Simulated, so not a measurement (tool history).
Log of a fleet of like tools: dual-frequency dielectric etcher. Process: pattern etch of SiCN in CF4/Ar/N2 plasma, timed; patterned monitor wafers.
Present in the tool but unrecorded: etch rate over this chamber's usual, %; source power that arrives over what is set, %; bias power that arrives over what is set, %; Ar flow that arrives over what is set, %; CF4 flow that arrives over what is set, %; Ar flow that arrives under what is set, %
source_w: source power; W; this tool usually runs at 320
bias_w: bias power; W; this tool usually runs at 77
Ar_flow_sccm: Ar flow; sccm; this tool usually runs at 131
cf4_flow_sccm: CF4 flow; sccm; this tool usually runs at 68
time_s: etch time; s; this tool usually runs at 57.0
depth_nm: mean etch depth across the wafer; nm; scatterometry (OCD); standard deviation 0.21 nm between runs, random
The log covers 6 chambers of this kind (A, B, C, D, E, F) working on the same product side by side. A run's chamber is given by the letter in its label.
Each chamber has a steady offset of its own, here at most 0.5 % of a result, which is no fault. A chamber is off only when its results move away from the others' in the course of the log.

| run | hour | source_w | bias_w | Ar_flow_sccm | cf4_flow_sccm | time_s | hours since the last wet clean | hours since the last source power generator calibration | hours since the last bias power generator calibration | hours since the last Ar flow controller change | hours since the last CF4 flow controller change | read-back reference wafer on the same gauge, depth_nm | depth_nm |
|---|---|---|---|---|---|---|---|---|---|---|---|---|---|
| 1C | 11.8 | 320 | 77 | 131 | 68 | 57.0 | 194.2 | 183.2 | 1779.2 | 533.9 | 1272.4 | 32.305 | 35.512 |
| 2B | 24.0 | 320 | 77 | 131 | 68 | 57.0 | 183.9 | 436.8 | 1823.5 | 593.5 | 2171.4 | 32.274 | 35.882 |
| 3A | 36.0 | 320 | 77 | 131 | 68 | 57.0 | 223.2 | 2539.2 | 853.4 | 1690.5 | 903.3 | 32.333 | 35.282 |
| 4F | 44.9 | 320 | 77 | 131 | 68 | 57.0 | 399.2 | 1545.5 | 1064.3 | 777.6 | 771.3 | 32.318 | 35.408 |
| 5D | 51.8 | 320 | 77 | 131 | 68 | 57.0 | 392.0 | 4032.5 | 2921.9 | 3313.5 | 3853.8 | 32.323 | 35.647 |
| 6E | 57.3 | 320 | 77 | 131 | 68 | 57.0 | 510.9 | 1143.9 | 1491.4 | 2032.4 | 923.2 | 32.306 | 35.941 |
| 7D | 68.8 | 320 | 77 | 131 | 68 | 57.0 | 409.0 | 4049.5 | 2938.9 | 3330.5 | 3870.8 | 32.265 | 35.550 |
| 8C | 74.5 | 320 | 77 | 131 | 68 | 57.0 | 256.9 | 245.9 | 1841.9 | 596.6 | 1335.1 | 32.308 | 35.832 |
| 9B | 81.6 | 320 | 68 | 131 | 68 | 57.0 | 241.5 | 494.4 | 1881.1 | 651.1 | 2229.0 | 32.332 | 34.371 |
|  | 92.2 | chamber E: wet clean of the chamber |
| 10F | 92.9 | 320 | 68 | 131 | 68 | 57.0 | 447.2 | 1593.5 | 1112.3 | 825.6 | 819.3 | 32.329 | 34.179 |
| 11E | 99.4 | 320 | 68 | 131 | 68 | 57.0 | 7.2 | 1186.0 | 1533.5 | 2074.5 | 965.3 | 32.287 | 34.304 |
| 12A | 107.6 | 320 | 68 | 131 | 68 | 57.0 | 294.8 | 2610.8 | 925.0 | 1762.1 | 974.9 | 32.339 | 33.956 |
| 13A | 119.5 | 320 | 68 | 131 | 68 | 57.0 | 306.7 | 2622.7 | 936.9 | 1774.0 | 986.8 | 32.262 | 34.074 |
| 14B | 127.8 | 320 | 68 | 131 | 68 | 57.0 | 287.7 | 540.6 | 1927.3 | 697.3 | 2275.2 | 32.375 | 34.126 |
| 15F | 136.2 | 320 | 77 | 131 | 68 | 57.0 | 490.5 | 1636.8 | 1155.6 | 868.9 | 862.6 | 32.342 | 36.144 |
| 16E | 142.2 | 260 | 77 | 131 | 68 | 63.5 | 50.0 | 1228.8 | 1576.3 | 2117.3 | 1008.1 | 32.300 | 33.515 |
| 17D | 150.6 | 260 | 77 | 131 | 68 | 63.5 | 490.8 | 4131.3 | 3020.7 | 3412.3 | 3952.6 | 32.279 | 33.051 |
| 18C | 156.2 | 260 | 77 | 131 | 68 | 63.5 | 338.6 | 327.6 | 1923.6 | 678.3 | 1416.8 | 32.316 | 32.878 |
|  | 167.2 | chamber D: wet clean of the chamber |
| 19C | 167.2 | 260 | 77 | 131 | 68 | 63.5 | 349.6 | 338.6 | 1934.6 | 689.3 | 1427.8 | 32.247 | 32.873 |
|  | 171.6 | chamber A: wet clean of the chamber |
| 20B | 175.4 | 260 | 77 | 131 | 68 | 63.5 | 335.3 | 588.2 | 1974.9 | 744.9 | 2322.8 | 32.292 | 33.206 |
| 21E | 185.2 | 260 | 77 | 131 | 68 | 63.5 | 93.0 | 1271.8 | 1619.3 | 2160.3 | 1051.1 | 32.324 | 33.148 |
| 22A | 191.0 | 320 | 77 | 131 | 68 | 57.0 | 19.4 | 2694.2 | 1008.4 | 1845.5 | 1058.3 | 32.229 | 37.000 |
| 23F | 198.4 | 320 | 77 | 131 | 68 | 57.0 | 552.7 | 1699.0 | 1217.8 | 931.1 | 924.8 | 32.339 | 35.986 |
| 24D | 209.6 | 320 | 77 | 131 | 68 | 57.0 | 42.5 | 4190.3 | 3079.7 | 3471.3 | 4011.6 | 32.278 | 35.517 |
| 25A | 218.3 | 320 | 77 | 131 | 68 | 57.0 | 46.7 | 2721.5 | 1035.7 | 1872.8 | 1085.6 | 32.305 | 36.910 |
|  | 219.6 | chamber C: wet clean of the chamber |
|  | 222.4 | chamber F: wet clean of the chamber |
| 26C | 226.0 | 320 | 77 | 131 | 68 | 57.0 | 6.5 | 397.4 | 1993.4 | 748.1 | 1486.6 | 32.296 | 35.712 |
| 27F | 232.2 | 320 | 77 | 131 | 68 | 57.0 | 9.9 | 1732.8 | 1251.6 | 964.9 | 958.6 | 32.294 | 35.721 |
| 28B | 244.0 | 320 | 77 | 131 | 68 | 57.0 | 403.9 | 656.8 | 2043.5 | 813.5 | 2391.4 | 32.318 | 35.760 |
| 29E | 251.4 | 320 | 77 | 131 | 68 | 57.0 | 159.2 | 1338.0 | 1685.5 | 2226.5 | 1117.3 | 32.298 | 35.775 |
| 30D | 257.4 | 320 | 77 | 131 | 68 | 57.0 | 90.3 | 4238.1 | 3127.5 | 3519.1 | 4059.4 | 32.338 | 35.794 |
|  | 261.1 | chamber B: wet clean of the chamber |
| 31C | 262.9 | 320 | 77 | 131 | 68 | 57.0 | 43.4 | 434.3 | 2030.3 | 785.0 | 1523.5 | 32.294 | 35.179 |
| 32E | 273.8 | 320 | 77 | 131 | 68 | 57.0 | 181.6 | 1360.4 | 1707.9 | 2248.9 | 1139.7 | 32.284 | 35.766 |
| 33F | 284.8 | 320 | 77 | 131 | 68 | 57.0 | 62.5 | 1785.4 | 1304.2 | 1017.5 | 1011.2 | 32.269 | 35.898 |
| 34D | 296.4 | 320 | 77 | 131 | 68 | 57.0 | 129.3 | 4277.1 | 3166.5 | 3558.1 | 4098.4 | 32.330 | 35.552 |
|  | 297.6 | chamber C: bias power generator calibrated |
| 35B | 304.4 | 320 | 77 | 131 | 68 | 57.0 | 43.4 | 717.2 | 2103.9 | 873.9 | 2451.8 | 32.335 | 35.583 |
| 36A | 311.4 | 320 | 77 | 131 | 68 | 57.0 | 139.8 | 2814.6 | 1128.8 | 1965.9 | 1178.7 | 32.353 | 36.786 |
| 37F | 323.5 | 320 | 77 | 131 | 68 | 57.0 | 101.2 | 1824.1 | 1342.9 | 1056.2 | 1049.9 | 32.307 | 35.639 |
| 38D | 335.6 | 320 | 77 | 131 | 76 | 64.5 | 168.5 | 4316.3 | 3205.7 | 3597.3 | 4137.6 | 32.305 | 41.334 |
| 39B | 342.8 | 320 | 77 | 131 | 76 | 64.5 | 81.8 | 755.6 | 2142.3 | 912.3 | 2490.2 | 32.309 | 40.597 |
| 40C | 350.6 | 320 | 77 | 131 | 76 | 64.5 | 131.1 | 522.0 | 53.0 | 872.7 | 1611.2 | 32.305 | 41.104 |
| 41A | 356.7 | 320 | 77 | 131 | 76 | 64.5 | 185.1 | 2859.9 | 1174.1 | 2011.2 | 1224.0 | 32.329 | 42.656 |

The same settings go to every chamber for the next run, one line per chamber below. Forecast the results for each:
| 42A | 365.7 | 320 | 77 | 131 | 68 | 48.5 |  |  |  |  |  |  | ? |
| 42B | 365.7 | 320 | 77 | 131 | 68 | 48.5 |  |  |  |  |  |  | ? |
| 42C | 365.7 | 320 | 77 | 131 | 68 | 48.5 |  |  |  |  |  |  | ? |
| 42D | 365.7 | 320 | 77 | 131 | 68 | 48.5 |  |  |  |  |  |  | ? |
| 42E | 365.7 | 320 | 77 | 131 | 68 | 48.5 |  |  |  |  |  |  | ? |
| 42F | 365.7 | 320 | 77 | 131 | 68 | 48.5 |  |  |  |  |  |  | ? |

| run | depth_nm |
|---|---|
| 42A | 31.398 |
| 42B | 30.369 |
| 42C | 30.117 |
| 42D | 30.162 |
| 42E | 30.843 |
| 42F | 30.250 |
